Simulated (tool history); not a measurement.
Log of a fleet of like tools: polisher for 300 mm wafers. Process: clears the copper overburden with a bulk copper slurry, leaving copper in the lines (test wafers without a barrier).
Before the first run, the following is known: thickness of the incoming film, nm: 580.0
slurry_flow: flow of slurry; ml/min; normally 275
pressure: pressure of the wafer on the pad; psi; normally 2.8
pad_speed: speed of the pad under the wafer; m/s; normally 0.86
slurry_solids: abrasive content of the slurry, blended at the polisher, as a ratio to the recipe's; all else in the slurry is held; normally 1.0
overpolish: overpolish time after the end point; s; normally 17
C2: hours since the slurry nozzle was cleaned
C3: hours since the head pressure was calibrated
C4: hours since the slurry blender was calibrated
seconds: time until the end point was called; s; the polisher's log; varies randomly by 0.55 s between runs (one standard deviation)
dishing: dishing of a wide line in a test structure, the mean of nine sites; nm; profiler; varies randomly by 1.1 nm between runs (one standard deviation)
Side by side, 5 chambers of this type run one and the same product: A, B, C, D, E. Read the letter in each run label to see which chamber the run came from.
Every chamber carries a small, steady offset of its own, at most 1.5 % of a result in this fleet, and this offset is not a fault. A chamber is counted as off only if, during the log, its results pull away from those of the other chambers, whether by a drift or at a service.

-- day=0.042 chamber A: slurry blender recalibrated
run 1C day=0.412 | slurry_flow=275 pressure=2.8 pad_speed=0.86 slurry_solids=1.0 overpolish=17 | wafers_polished_on_this_pad=492 C2=61.8 C3=90.4 C4=109.7 | seconds=63.564 dishing=85.657
-- day=0.692 chamber E: slurry nozzle cleaned
-- day=0.742 chamber A: head pressure recalibrated
-- day=0.788 chamber B: worn pad replaced by a new one
run 2E day=0.888 | slurry_flow=275 pressure=2.8 pad_speed=0.86 slurry_solids=1.0 overpolish=17 | wafers_polished_on_this_pad=700 C2=4.7 C3=965.1 C4=138.9 | seconds=63.651 dishing=85.337
run 3A day=1.321 | slurry_flow=275 pressure=2.8 pad_speed=0.86 slurry_solids=1.0 overpolish=17 | wafers_polished_on_this_pad=506 C2=262.5 C3=14.0 C4=30.7 | seconds=64.796 dishing=86.153
run 4B day=1.583 | slurry_flow=275 pressure=2.8 pad_speed=0.86 slurry_solids=1.0 overpolish=17 | wafers_polished_on_this_pad=266 C2=85.2 C3=500.8 C4=63.0 | seconds=64.549 dishing=87.452
-- day=1.612 chamber E: worn pad replaced by a new one
-- day=1.783 chamber B: head pressure recalibrated
run 5D day=1.858 | slurry_flow=275 pressure=2.8 pad_speed=0.86 slurry_solids=1.0 overpolish=17 | wafers_polished_on_this_pad=893 C2=55.2 C3=282.0 C4=171.5 | seconds=65.295 dishing=86.159
-- day=2.150 chamber D: worn pad replaced by a new one
-- day=2.254 chamber C: worn pad replaced by a new one
run 6C day=2.446 | slurry_flow=275 pressure=2.8 pad_speed=0.86 slurry_solids=1.0 overpolish=17 | wafers_polished_on_this_pad=64 C2=110.6 C3=139.2 C4=158.5 | seconds=64.940 dishing=85.811
run 7E day=2.967 | slurry_flow=275 pressure=2.8 pad_speed=0.86 slurry_solids=1.0 overpolish=17 | wafers_polished_on_this_pad=452 C2=54.6 C3=1015.0 C4=188.8 | seconds=64.018 dishing=86.115
-- day=3.162 chamber D: slurry blender recalibrated
run 8B day=3.250 | slurry_flow=275 pressure=2.5 pad_speed=0.86 slurry_solids=1.0 overpolish=12 | wafers_polished_on_this_pad=823 C2=125.2 C3=35.2 C4=103.0 | seconds=72.086 dishing=60.098
-- day=3.575 chamber A: worn pad replaced by a new one
run 9A day=3.633 | slurry_flow=275 pressure=2.5 pad_speed=0.86 slurry_solids=1.0 overpolish=12 | wafers_polished_on_this_pad=20 C2=318.0 C3=69.5 C4=86.2 | seconds=72.715 dishing=60.539
-- day=3.954 chamber E: worn pad replaced by a new one
-- day=4.058 chamber D: head pressure recalibrated
run 10D day=4.121 | slurry_flow=275 pressure=2.5 pad_speed=0.86 slurry_solids=1.0 overpolish=12 | wafers_polished_on_this_pad=659 C2=109.5 C3=1.6 C4=23.0 | seconds=73.407 dishing=60.317
run 11D day=4.546 | slurry_flow=275 pressure=2.5 pad_speed=0.86 slurry_solids=1.0 overpolish=12 | wafers_polished_on_this_pad=801 C2=119.7 C3=11.8 C4=33.2 | seconds=73.103 dishing=60.015
run 12E day=4.838 | slurry_flow=275 pressure=2.5 pad_speed=0.86 slurry_solids=1.0 overpolish=12 | wafers_polished_on_this_pad=296 C2=99.5 C3=1059.9 C4=233.7 | seconds=72.458 dishing=62.294
-- day=5.025 chamber E: head pressure recalibrated
-- day=5.029 chamber D: worn pad replaced by a new one
-- day=5.292 chamber C: slurry blender recalibrated
run 13A day=5.362 | slurry_flow=275 pressure=2.8 pad_speed=0.86 slurry_solids=1.0 overpolish=17 | wafers_polished_on_this_pad=598 C2=359.5 C3=111.0 C4=127.7 | seconds=64.552 dishing=85.997
-- day=5.533 chamber B: worn pad replaced by a new one
-- day=5.604 chamber C: worn pad replaced by a new one
run 14C day=5.738 | slurry_flow=275 pressure=2.8 pad_speed=0.86 slurry_solids=1.0 overpolish=17 | wafers_polished_on_this_pad=44 C2=189.6 C3=218.2 C4=10.8 | seconds=64.165 dishing=85.302
run 15B day=6.258 | slurry_flow=275 pressure=2.8 pad_speed=0.86 slurry_solids=1.0 overpolish=17 | wafers_polished_on_this_pad=243 C2=197.4 C3=107.4 C4=175.2 | seconds=64.114 dishing=87.156
-- day=6.342 chamber E: worn pad replaced by a new one
run 16C day=6.846 | slurry_flow=275 pressure=2.8 pad_speed=0.86 slurry_solids=1.0 overpolish=17 | wafers_polished_on_this_pad=415 C2=216.2 C3=244.8 C4=37.4 | seconds=65.712 dishing=85.627
run 17A day=7.275 | slurry_flow=275 pressure=3.5 pad_speed=1.12 slurry_solids=1.0 overpolish=17 | wafers_polished_on_this_pad=1236 C2=405.4 C3=156.9 C4=173.6 | seconds=39.379 dishing=118.200
-- day=7.554 chamber D: worn pad replaced by a new one
-- day=7.638 chamber C: slurry nozzle cleaned
run 18D day=7.833 | slurry_flow=275 pressure=3.5 pad_speed=1.12 slurry_solids=1.0 overpolish=17 | wafers_polished_on_this_pad=94 C2=198.6 C3=90.7 C4=112.1 | seconds=39.602 dishing=116.260
-- day=8.254 chamber A: worn pad replaced by a new one
run 19E day=8.271 | slurry_flow=275 pressure=3.5 pad_speed=1.12 slurry_solids=1.0 overpolish=17 | wafers_polished_on_this_pad=644 C2=181.9 C3=78.0 C4=316.1 | seconds=39.756 dishing=118.500
run 20B day=8.604 | slurry_flow=275 pressure=3.5 pad_speed=1.12 slurry_solids=1.0 overpolish=17 | wafers_polished_on_this_pad=1026 C2=253.7 C3=163.7 C4=231.5 | seconds=39.923 dishing=117.630
-- day=8.867 chamber E: worn pad replaced by a new one
-- day=9.054 chamber C: worn pad replaced by a new one
run 21E day=9.167 | slurry_flow=275 pressure=3.5 pad_speed=1.12 slurry_solids=1.0 overpolish=17 | wafers_polished_on_this_pad=100 C2=203.4 C3=99.5 C4=337.6 | seconds=40.188 dishing=120.170
run 22B day=9.646 | slurry_flow=275 pressure=2.8 pad_speed=0.86 slurry_solids=1.0 overpolish=17 | wafers_polished_on_this_pad=1374 C2=278.7 C3=188.7 C4=256.5 | seconds=64.333 dishing=86.051
-- day=9.733 chamber B: worn pad replaced by a new one
-- day=9.954 chamber E: slurry blender recalibrated
run 23A day=9.983 | slurry_flow=275 pressure=2.8 pad_speed=0.86 slurry_solids=1.0 overpolish=17 | wafers_polished_on_this_pad=578 C2=470.4 C3=221.9 C4=238.6 | seconds=65.292 dishing=84.061
-- day=10.129 chamber D: slurry blender recalibrated
run 24C day=10.371 | slurry_flow=275 pressure=2.8 pad_speed=0.86 slurry_solids=1.0 overpolish=17 | wafers_polished_on_this_pad=440 C2=65.7 C3=329.4 C4=122.0 | seconds=64.847 dishing=85.403
-- day=10.379 chamber D: worn pad replaced by a new one
run 25D day=10.692 | slurry_flow=275 pressure=2.8 pad_speed=0.86 slurry_solids=1.0 overpolish=17 | wafers_polished_on_this_pad=105 C2=267.2 C3=159.3 C4=13.5 | seconds=64.728 dishing=84.640
run 26E day=11.271 | slurry_flow=275 pressure=2.8 pad_speed=0.86 slurry_solids=1.0 overpolish=17 | wafers_polished_on_this_pad=803 C2=253.9 C3=150.0 C4=31.7 | seconds=64.445 dishing=86.005
-- day=11.421 chamber E: worn pad replaced by a new one
-- day=11.458 chamber A: slurry blender recalibrated
run 27B day=11.875 | slurry_flow=275 pressure=2.8 pad_speed=0.86 slurry_solids=1.0 overpolish=17 | wafers_polished_on_this_pad=715 C2=332.2 C3=242.2 C4=310.0 | seconds=63.394 dishing=85.701
-- day=11.946 chamber A: slurry nozzle cleaned
run 28C day=12.429 | slurry_flow=275 pressure=3.2 pad_speed=0.86 slurry_solids=1.1 overpolish=17 | wafers_polished_on_this_pad=1127 C2=115.1 C3=378.8 C4=171.4 | seconds=54.275 dishing=96.423
-- day=12.788 chamber D: worn pad replaced by a new one
run 29D day=12.817 | slurry_flow=275 pressure=3.2 pad_speed=0.86 slurry_solids=1.1 overpolish=17 | wafers_polished_on_this_pad=10 C2=318.2 C3=210.3 C4=64.5 | seconds=55.561 dishing=98.342
-- day=12.858 chamber A: worn pad replaced by a new one
run 30A day=13.208 | slurry_flow=275 pressure=3.2 pad_speed=0.86 slurry_solids=1.1 overpolish=17 | wafers_polished_on_this_pad=117 C2=30.4 C3=299.3 C4=42.1 | seconds=56.376 dishing=96.960
run 31E day=13.712 | slurry_flow=275 pressure=3.2 pad_speed=0.86 slurry_solids=1.1 overpolish=17 | wafers_polished_on_this_pad=765 C2=312.5 C3=208.6 C4=90.3 | seconds=55.402 dishing=98.305

Read the log: is a single chamber off, either drifting away or since a service, is the gauge that measures every chamber drifting, or is nothing wrong beyond small per-chamber offsets? Name any odd chamber and what most likely caused it.

Nothing is wrong: each chamber keeps only its own small, steady offset and the gauge holds still.
